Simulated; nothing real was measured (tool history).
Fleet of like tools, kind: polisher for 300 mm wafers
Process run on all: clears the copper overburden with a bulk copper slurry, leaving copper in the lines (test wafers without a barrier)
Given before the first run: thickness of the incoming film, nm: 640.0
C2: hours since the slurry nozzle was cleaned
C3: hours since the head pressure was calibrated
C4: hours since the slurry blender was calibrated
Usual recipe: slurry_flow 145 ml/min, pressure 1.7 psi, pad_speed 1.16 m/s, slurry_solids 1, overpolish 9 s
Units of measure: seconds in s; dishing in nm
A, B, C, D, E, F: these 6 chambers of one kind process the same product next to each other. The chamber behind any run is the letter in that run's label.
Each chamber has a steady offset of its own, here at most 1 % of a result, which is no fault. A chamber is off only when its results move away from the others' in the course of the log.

run 1E hour=11.3 | slurry_flow=145 pressure=1.7 pad_speed=1.16 slurry_solids=1 overpolish=9 | wafers_polished_on_this_pad=466 C2=221.1 C3=316.7 C4=309.9 | seconds=109.55 dishing=35.979
-- hour=11.4 chamber C: slurry nozzle cleaned
run 2D hour=27.7 | slurry_flow=145 pressure=1.7 pad_speed=1.16 slurry_solids=1 overpolish=9 | wafers_polished_on_this_pad=972 C2=290.4 C3=346.2 C4=268.8 | seconds=110.07 dishing=35.938
-- hour=28.5 chamber F: slurry blender recalibrated
-- hour=37.8 chamber E: head pressure recalibrated
-- hour=39 chamber A: slurry blender recalibrated
run 3A hour=41.6 | slurry_flow=145 pressure=1.7 pad_speed=1.16 slurry_solids=1 overpolish=9 | wafers_polished_on_this_pad=303 C2=307.9 C3=546.3 C4=2.7 | seconds=105.79 dishing=35.005
-- hour=50.1 chamber C: head pressure recalibrated
run 4F hour=51.8 | slurry_flow=145 pressure=1.7 pad_speed=1.16 slurry_solids=1 overpolish=9 | wafers_polished_on_this_pad=806 C2=60.1 C3=131.4 C4=23.3 | seconds=109.12 dishing=36.526
-- hour=55.5 chamber C: worn pad replaced by a new one
run 5B hour=67.8 | slurry_flow=145 pressure=1.7 pad_speed=1.16 slurry_solids=1 overpolish=9 | wafers_polished_on_this_pad=742 C2=144.9 C3=669.7 C4=175.3 | seconds=110.7 dishing=35.64
run 6C hour=75.7 | slurry_flow=145 pressure=1.7 pad_speed=1.16 slurry_solids=1 overpolish=9 | wafers_polished_on_this_pad=146 C2=64.3 C3=25.6 C4=154 | seconds=107.57 dishing=35.103
-- hour=76.1 chamber D: slurry nozzle cleaned
-- hour=81.7 chamber D: worn pad replaced by a new one
-- hour=85.6 chamber E: worn pad replaced by a new one
run 7A hour=85.6 | slurry_flow=145 pressure=1.5 pad_speed=1.16 slurry_solids=1 overpolish=9 | wafers_polished_on_this_pad=621 C2=351.9 C3=590.3 C4=46.7 | seconds=122.3 dishing=31.391
-- hour=88.9 chamber F: worn pad replaced by a new one
-- hour=89.6 chamber B: worn pad replaced by a new one
-- hour=90 chamber D: slurry blender recalibrated
run 8C hour=98 | slurry_flow=145 pressure=1.5 pad_speed=1.16 slurry_solids=1 overpolish=9 | wafers_polished_on_this_pad=306 C2=86.6 C3=47.9 C4=176.3 | seconds=121.8 dishing=30.861
run 9F hour=110.9 | slurry_flow=145 pressure=1.5 pad_speed=1.16 slurry_solids=1 overpolish=9 | wafers_polished_on_this_pad=158 C2=119.2 C3=190.5 C4=82.4 | seconds=123.85 dishing=31.512
-- hour=113.9 chamber A: worn pad replaced by a new one
-- hour=121.3 chamber B: slurry nozzle cleaned
run 10D hour=124.8 | slurry_flow=145 pressure=1.5 pad_speed=1.16 slurry_solids=1 overpolish=9 | wafers_polished_on_this_pad=311 C2=48.8 C3=443.3 C4=34.8 | seconds=120.74 dishing=32.262
run 11B hour=134.5 | slurry_flow=145 pressure=1.5 pad_speed=1.16 slurry_solids=1 overpolish=9 | wafers_polished_on_this_pad=324 C2=13.3 C3=736.4 C4=242 | seconds=121.95 dishing=31.552
run 12E hour=150 | slurry_flow=145 pressure=1.5 pad_speed=1.16 slurry_solids=1 overpolish=9 | wafers_polished_on_this_pad=465 C2=359.8 C3=112.3 C4=448.6 | seconds=122.53 dishing=31.479
-- hour=160.3 chamber C: worn pad replaced by a new one
run 13F hour=164.1 | slurry_flow=145 pressure=1.7 pad_speed=1.16 slurry_solids=1 overpolish=9 | wafers_polished_on_this_pad=542 C2=172.4 C3=243.7 C4=135.6 | seconds=107.4 dishing=36.085
run 14B hour=171.5 | slurry_flow=145 pressure=1.7 pad_speed=1.16 slurry_solids=1 overpolish=9 | wafers_polished_on_this_pad=591 C2=50.3 C3=773.4 C4=279 | seconds=110.12 dishing=35.493
-- hour=175.1 chamber F: slurry nozzle cleaned
run 15A hour=180.4 | slurry_flow=145 pressure=1.7 pad_speed=1.16 slurry_solids=1 overpolish=9 | wafers_polished_on_this_pad=480 C2=446.7 C3=685.1 C4=141.5 | seconds=106.3 dishing=35.137
-- hour=189.5 chamber A: head pressure recalibrated
-- hour=189.9 chamber B: worn pad replaced by a new one
run 16C hour=193.4 | slurry_flow=145 pressure=1.7 pad_speed=1.16 slurry_solids=1 overpolish=9 | wafers_polished_on_this_pad=238 C2=182 C3=143.3 C4=271.7 | seconds=109.06 dishing=35.811
run 17D hour=202.2 | slurry_flow=145 pressure=1.7 pad_speed=1.16 slurry_solids=1 overpolish=9 | wafers_polished_on_this_pad=869 C2=126.2 C3=520.7 C4=112.2 | seconds=109.25 dishing=35.754
-- hour=204.7 chamber E: slurry blender recalibrated
run 18E hour=209.6 | slurry_flow=145 pressure=1.7 pad_speed=1.16 slurry_solids=1 overpolish=9 | wafers_polished_on_this_pad=895 C2=419.4 C3=171.9 C4=5 | seconds=109.46 dishing=36.097
-- hour=214.2 chamber E: worn pad replaced by a new one
-- hour=216.1 chamber A: slurry nozzle cleaned
run 19F hour=223.9 | slurry_flow=145 pressure=1.7 pad_speed=1.16 slurry_solids=1 overpolish=9 | wafers_polished_on_this_pad=974 C2=48.9 C3=303.5 C4=195.4 | seconds=108.57 dishing=35.942
-- hour=230.8 chamber A: worn pad replaced by a new one
run 20A hour=236.7 | slurry_flow=145 pressure=1.7 pad_speed=1.16 slurry_solids=1 overpolish=9 | wafers_polished_on_this_pad=42 C2=20.7 C3=47.3 C4=197.8 | seconds=106.45 dishing=36.098
run 21D hour=246.4 | slurry_flow=145 pressure=1.7 pad_speed=1.16 slurry_solids=1 overpolish=9 | wafers_polished_on_this_pad=1188 C2=170.4 C3=564.9 C4=156.4 | seconds=106.63 dishing=36.878
-- hour=252.8 chamber F: worn pad replaced by a new one
-- hour=256.4 chamber C: worn pad replaced by a new one
run 22C hour=262.3 | slurry_flow=145 pressure=1.7 pad_speed=1.16 slurry_solids=1 overpolish=9 | wafers_polished_on_this_pad=43 C2=250.9 C3=212.2 C4=340.6 | seconds=110.52 dishing=35.328
-- hour=268.2 chamber F: slurry blender recalibrated
run 23B hour=272.6 | slurry_flow=145 pressure=1.7 pad_speed=1.16 slurry_solids=1 overpolish=9 | wafers_polished_on_this_pad=597 C2=151.4 C3=874.5 C4=380.1 | seconds=107.72 dishing=35.721
run 24E hour=287.1 | slurry_flow=145 pressure=1.7 pad_speed=1.16 slurry_solids=1 overpolish=9 | wafers_polished_on_this_pad=526 C2=496.9 C3=249.4 C4=82.5 | seconds=108.78 dishing=35.863
-- hour=288.7 chamber D: worn pad replaced by a new one
-- hour=293 chamber B: worn pad replaced by a new one
run 25F hour=300.8 | slurry_flow=145 pressure=1.7 pad_speed=1.16 slurry_solids=1 overpolish=9 | wafers_polished_on_this_pad=346 C2=125.8 C3=380.4 C4=32.7 | seconds=108.71 dishing=35.695
-- hour=308.6 chamber B: slurry nozzle cleaned
run 26E hour=316.5 | slurry_flow=145 pressure=1.7 pad_speed=1.16 slurry_solids=1 overpolish=9 | wafers_polished_on_this_pad=738 C2=526.3 C3=278.8 C4=111.9 | seconds=107.28 dishing=36.304
run 27C hour=325 | slurry_flow=145 pressure=1.7 pad_speed=1.16 slurry_solids=1 overpolish=9 | wafers_polished_on_this_pad=495 C2=313.6 C3=274.9 C4=403.3 | seconds=110.39 dishing=36.256
-- hour=329.9 chamber A: worn pad replaced by a new one
run 28B hour=334.7 | slurry_flow=145 pressure=1.7 pad_speed=1.16 slurry_solids=1 overpolish=9 | wafers_polished_on_this_pad=301 C2=26.2 C3=936.6 C4=442.2 | seconds=109.63 dishing=35.566
-- hour=336.3 chamber C: slurry nozzle cleaned
-- hour=341.6 chamber C: worn pad replaced by a new one
-- hour=342 chamber E: slurry nozzle cleaned
run 29D hour=346.5 | slurry_flow=145 pressure=1.7 pad_speed=1.16 slurry_solids=1 overpolish=9 | wafers_polished_on_this_pad=417 C2=270.5 C3=665 C4=256.5 | seconds=109.39 dishing=36.231
-- hour=347.1 chamber B: slurry blender recalibrated
-- hour=350.5 chamber C: slurry blender recalibrated
run 30A hour=356.7 | slurry_flow=145 pressure=1.7 pad_speed=1.16 slurry_solids=1 overpolish=9 | wafers_polished_on_this_pad=194 C2=140.7 C3=167.3 C4=317.8 | seconds=105.18 dishing=35.696
-- hour=363.3 chamber E: worn pad replaced by a new one
run 31B hour=370 | slurry_flow=145 pressure=1.7 pad_speed=1.16 slurry_solids=1 overpolish=9 | wafers_polished_on_this_pad=555 C2=61.5 C3=971.9 C4=22.9 | seconds=108.36 dishing=35.631
run 32F hour=383.7 | slurry_flow=145 pressure=1.7 pad_speed=1.16 slurry_solids=1 overpolish=9 | wafers_polished_on_this_pad=945 C2=208.7 C3=463.3 C4=115.6 | seconds=107.85 dishing=36.049
run 33C hour=398.2 | slurry_flow=145 pressure=1.7 pad_speed=1.16 slurry_solids=1 overpolish=9 | wafers_polished_on_this_pad=408 C2=62 C3=348.1 C4=47.7 | seconds=107.43 dishing=35.559
-- hour=400.1 chamber F: worn pad replaced by a new one
run 34E hour=405.4 | slurry_flow=145 pressure=1.7 pad_speed=1.16 slurry_solids=0.8 overpolish=6 | wafers_polished_on_this_pad=304 C2=63.5 C3=367.7 C4=200.8 | seconds=113.29 dishing=24.187
-- hour=408.5 chamber B: worn pad replaced by a new one
-- hour=410.6 chamber D: slurry nozzle cleaned
-- hour=412.7 chamber F: slurry nozzle cleaned
run 35D hour=421.7 | slurry_flow=145 pressure=1.7 pad_speed=1.16 slurry_solids=0.8 overpolish=6 | wafers_polished_on_this_pad=960 C2=11.2 C3=740.2 C4=331.7 | seconds=112.46 dishing=24.174
-- hour=429.2 chamber A: worn pad replaced by a new one
run 36A hour=434.4 | slurry_flow=145 pressure=1.7 pad_speed=1.16 slurry_solids=0.8 overpolish=6 | wafers_polished_on_this_pad=38 C2=218.4 C3=245 C4=395.5 | seconds=112.23 dishing=23.953
run 37F hour=445.9 | slurry_flow=145 pressure=1.7 pad_speed=1.16 slurry_solids=0.8 overpolish=6 | wafers_polished_on_this_pad=330 C2=33.2 C3=525.5 C4=177.8 | seconds=112.78 dishing=24.209
run 38B hour=460 | slurry_flow=145 pressure=1.7 pad_speed=1.16 slurry_solids=0.8 overpolish=6 | wafers_polished_on_this_pad=371 C2=151.5 C3=1061.9 C4=112.9 | seconds=114.49 dishing=24.359
-- hour=465.5 chamber E: head pressure recalibrated
run 39E hour=467.1 | slurry_flow=145 pressure=1.7 pad_speed=1.16 slurry_solids=0.8 overpolish=6 | wafers_polished_on_this_pad=749 C2=125.2 C3=1.6 C4=262.5 | seconds=113.7 dishing=24.142
-- hour=470.4 chamber D: slurry blender recalibrated
run 40D hour=482.7 | slurry_flow=145 pressure=1.7 pad_speed=1.16 slurry_solids=1 overpolish=9 | wafers_polished_on_this_pad=1400 C2=72.2 C3=801.2 C4=12.3 | seconds=109.95 dishing=36.829

One chamber off, gauge drift, or nothing amiss beyond the chambers' own small offsets? If it is a chamber, which one, and what is the likeliest cause?

No chamber is off and the gauge is stable; the differences are just each chamber's small, constant offset.
